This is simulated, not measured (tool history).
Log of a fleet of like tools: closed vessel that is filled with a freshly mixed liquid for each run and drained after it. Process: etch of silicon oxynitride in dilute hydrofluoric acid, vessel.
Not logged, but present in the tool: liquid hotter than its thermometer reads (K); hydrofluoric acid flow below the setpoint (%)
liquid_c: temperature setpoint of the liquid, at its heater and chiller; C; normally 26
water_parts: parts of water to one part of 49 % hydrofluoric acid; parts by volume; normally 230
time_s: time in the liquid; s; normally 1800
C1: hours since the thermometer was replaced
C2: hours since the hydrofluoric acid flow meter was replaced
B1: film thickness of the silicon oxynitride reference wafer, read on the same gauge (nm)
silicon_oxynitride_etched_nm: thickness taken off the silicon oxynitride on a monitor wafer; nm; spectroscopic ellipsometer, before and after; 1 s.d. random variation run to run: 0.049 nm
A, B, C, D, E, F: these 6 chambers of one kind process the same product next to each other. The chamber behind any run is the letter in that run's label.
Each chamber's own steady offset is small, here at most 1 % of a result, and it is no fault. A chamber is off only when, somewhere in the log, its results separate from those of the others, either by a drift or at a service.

run 1B hour=8.1 | liquid_c=26 water_parts=230 time_s=1800 | C1=979.4 C2=585.6 | B1=99.980 | silicon_oxynitride_etched_nm=11.1310
run 2C hour=21.8 | liquid_c=26 water_parts=230 time_s=1800 | C1=999.5 C2=877.2 | B1=100.040 | silicon_oxynitride_etched_nm=11.0880
run 3A hour=30.6 | liquid_c=26 water_parts=230 time_s=1800 | C1=2324.7 C2=129.1 | B1=100.040 | silicon_oxynitride_etched_nm=11.0710
run 4F hour=38.8 | liquid_c=26 water_parts=230 time_s=1800 | C1=409.0 C2=1417.9 | B1=99.992 | silicon_oxynitride_etched_nm=11.2280
run 5E hour=48.5 | liquid_c=26 water_parts=230 time_s=1800 | C1=853.1 C2=2315.9 | B1=100.030 | silicon_oxynitride_etched_nm=11.0020
run 6D hour=60.1 | liquid_c=24 water_parts=230 time_s=1430 | C1=1173.8 C2=391.7 | B1=100.010 | silicon_oxynitride_etched_nm=8.1164
-- hour=65.9 chamber B: thermometer replaced
run 7A hour=72.0 | liquid_c=24 water_parts=230 time_s=1430 | C1=2366.1 C2=170.5 | B1=100.010 | silicon_oxynitride_etched_nm=8.1416
-- hour=81.1 chamber A: thermometer replaced
run 8E hour=83.9 | liquid_c=24 water_parts=230 time_s=1430 | C1=888.5 C2=2351.3 | B1=100.040 | silicon_oxynitride_etched_nm=8.0367
run 9D hour=91.8 | liquid_c=24 water_parts=230 time_s=1430 | C1=1205.5 C2=423.4 | B1=99.993 | silicon_oxynitride_etched_nm=8.1131
-- hour=94.1 chamber B: hydrofluoric acid flow meter replaced
-- hour=101.2 chamber F: hydrofluoric acid flow meter replaced
run 10F hour=103.9 | liquid_c=24 water_parts=230 time_s=1430 | C1=474.1 C2=2.8 | B1=99.999 | silicon_oxynitride_etched_nm=8.2237
run 11B hour=113.0 | liquid_c=24 water_parts=230 time_s=1430 | C1=47.2 C2=18.9 | B1=99.994 | silicon_oxynitride_etched_nm=8.0811
run 12C hour=122.2 | liquid_c=26 water_parts=230 time_s=1800 | C1=1099.9 C2=977.6 | B1=100.030 | silicon_oxynitride_etched_nm=10.9900
run 13B hour=129.4 | liquid_c=26 water_parts=230 time_s=1345 | C1=63.6 C2=35.3 | B1=100.010 | silicon_oxynitride_etched_nm=8.2845
run 14F hour=141.5 | liquid_c=26 water_parts=230 time_s=1345 | C1=511.7 C2=40.4 | B1=99.986 | silicon_oxynitride_etched_nm=8.3174
run 15A hour=147.9 | liquid_c=26 water_parts=230 time_s=1345 | C1=66.9 C2=246.4 | B1=100.010 | silicon_oxynitride_etched_nm=8.1843
run 16D hour=159.9 | liquid_c=26 water_parts=230 time_s=1345 | C1=1273.6 C2=491.5 | B1=99.988 | silicon_oxynitride_etched_nm=8.4076
run 17E hour=167.6 | liquid_c=26 water_parts=230 time_s=1345 | C1=972.2 C2=2435.0 | B1=100.010 | silicon_oxynitride_etched_nm=8.2575
run 18C hour=175.1 | liquid_c=26 water_parts=230 time_s=1345 | C1=1152.8 C2=1030.5 | B1=100.020 | silicon_oxynitride_etched_nm=8.2634
run 19A hour=185.8 | liquid_c=26 water_parts=230 time_s=1800 | C1=104.8 C2=284.3 | B1=99.970 | silicon_oxynitride_etched_nm=11.0770
run 20D hour=199.3 | liquid_c=26 water_parts=230 time_s=1800 | C1=1313.0 C2=530.9 | B1=100.000 | silicon_oxynitride_etched_nm=11.3010
run 21C hour=209.1 | liquid_c=26 water_parts=230 time_s=1800 | C1=1186.8 C2=1064.5 | B1=99.971 | silicon_oxynitride_etched_nm=11.1170
run 22B hour=218.7 | liquid_c=26 water_parts=230 time_s=1800 | C1=152.9 C2=124.6 | B1=100.040 | silicon_oxynitride_etched_nm=11.0750
run 23E hour=231.2 | liquid_c=26 water_parts=230 time_s=1800 | C1=1035.8 C2=2498.6 | B1=100.020 | silicon_oxynitride_etched_nm=10.9040
run 24F hour=238.0 | liquid_c=26 water_parts=230 time_s=1800 | C1=608.2 C2=136.9 | B1=100.030 | silicon_oxynitride_etched_nm=11.2480
run 25A hour=251.9 | liquid_c=26 water_parts=230 time_s=1800 | C1=170.9 C2=350.4 | B1=100.050 | silicon_oxynitride_etched_nm=11.0770
run 26E hour=262.4 | liquid_c=26 water_parts=230 time_s=1800 | C1=1067.0 C2=2529.8 | B1=99.966 | silicon_oxynitride_etched_nm=10.9730
run 27F hour=270.7 | liquid_c=26 water_parts=230 time_s=1800 | C1=640.9 C2=169.6 | B1=99.972 | silicon_oxynitride_etched_nm=11.2700
run 28B hour=282.3 | liquid_c=26 water_parts=230 time_s=1800 | C1=216.5 C2=188.2 | B1=99.989 | silicon_oxynitride_etched_nm=11.0520
run 29D hour=292.8 | liquid_c=26 water_parts=175 time_s=1800 | C1=1406.5 C2=624.4 | B1=100.010 | silicon_oxynitride_etched_nm=15.7760
run 30C hour=303.5 | liquid_c=26 water_parts=175 time_s=1800 | C1=1281.2 C2=1158.9 | B1=99.998 | silicon_oxynitride_etched_nm=15.1260
run 31F hour=315.3 | liquid_c=26 water_parts=175 time_s=1800 | C1=685.5 C2=214.2 | B1=100.030 | silicon_oxynitride_etched_nm=15.4830
-- hour=323.3 chamber E: hydrofluoric acid flow meter replaced
run 32B hour=324.9 | liquid_c=26 water_parts=175 time_s=1800 | C1=259.1 C2=230.8 | B1=99.964 | silicon_oxynitride_etched_nm=15.2840
run 33D hour=331.9 | liquid_c=26 water_parts=175 time_s=1800 | C1=1445.6 C2=663.5 | B1=100.000 | silicon_oxynitride_etched_nm=15.9450
run 34A hour=339.7 | liquid_c=26 water_parts=175 time_s=1800 | C1=258.7 C2=438.2 | B1=100.030 | silicon_oxynitride_etched_nm=15.1920
run 35C hour=347.2 | liquid_c=26 water_parts=230 time_s=1800 | C1=1324.9 C2=1202.6 | B1=100.010 | silicon_oxynitride_etched_nm=11.0730
run 36E hour=357.1 | liquid_c=26 water_parts=230 time_s=1800 | C1=1161.7 C2=33.9 | B1=100.060 | silicon_oxynitride_etched_nm=11.0100
run 37E hour=366.3 | liquid_c=26 water_parts=230 time_s=1800 | C1=1170.9 C2=43.1 | B1=100.000 | silicon_oxynitride_etched_nm=11.0440
run 38C hour=375.8 | liquid_c=26 water_parts=230 time_s=1800 | C1=1353.5 C2=1231.2 | B1=99.997 | silicon_oxynitride_etched_nm=11.0290

Has any chamber moved away from the others, gradually or after a service, or does the common gauge drift, or do the chambers differ only by their own small steady offsets? State the chamber and the most likely cause if one applies.

It is chamber D that slowly wanders off from its peers.
What lies behind it: liquid hotter than its thermometer reads (K) = 1.17.
It could be hard to tell apart here from: hydrofluoric acid flow above the setpoint (%).

Here are 4 candidates for chamber D's next run, each the usual settings with a change, their results left as question marks. Which one brings its results back in line with what the others give on the usual settings?
In line means no further than this from the other chambers' mean on the usual settings: silicon_oxynitride_etched_nm 0.1700 nm
run 39D-1 hour=385.8 | liquid_c=26 water_parts=230 time_s=1715 | silicon_oxynitride_etched_nm=?
run 39D-2 hour=385.8 | liquid_c=26 water_parts=235 time_s=1800 | silicon_oxynitride_etched_nm=?
run 39D-3 hour=385.8 | liquid_c=26 water_parts=230 time_s=1895 | silicon_oxynitride_etched_nm=?
run 39D-4 hour=385.8 | liquid_c=26 water_parts=225 time_s=1800 | silicon_oxynitride_etched_nm=?

The mean the other chambers reach with the usual settings: silicon_oxynitride_etched_nm 11.0940 nm
run=39D-1 silicon_oxynitride_etched_nm=11.1560
run=39D-2 silicon_oxynitride_etched_nm=11.4180
run=39D-3 silicon_oxynitride_etched_nm=12.3270
run=39D-4 silicon_oxynitride_etched_nm=12.0140
The answer is 39D-1, which returns the chamber to within the allowed miss of the others.
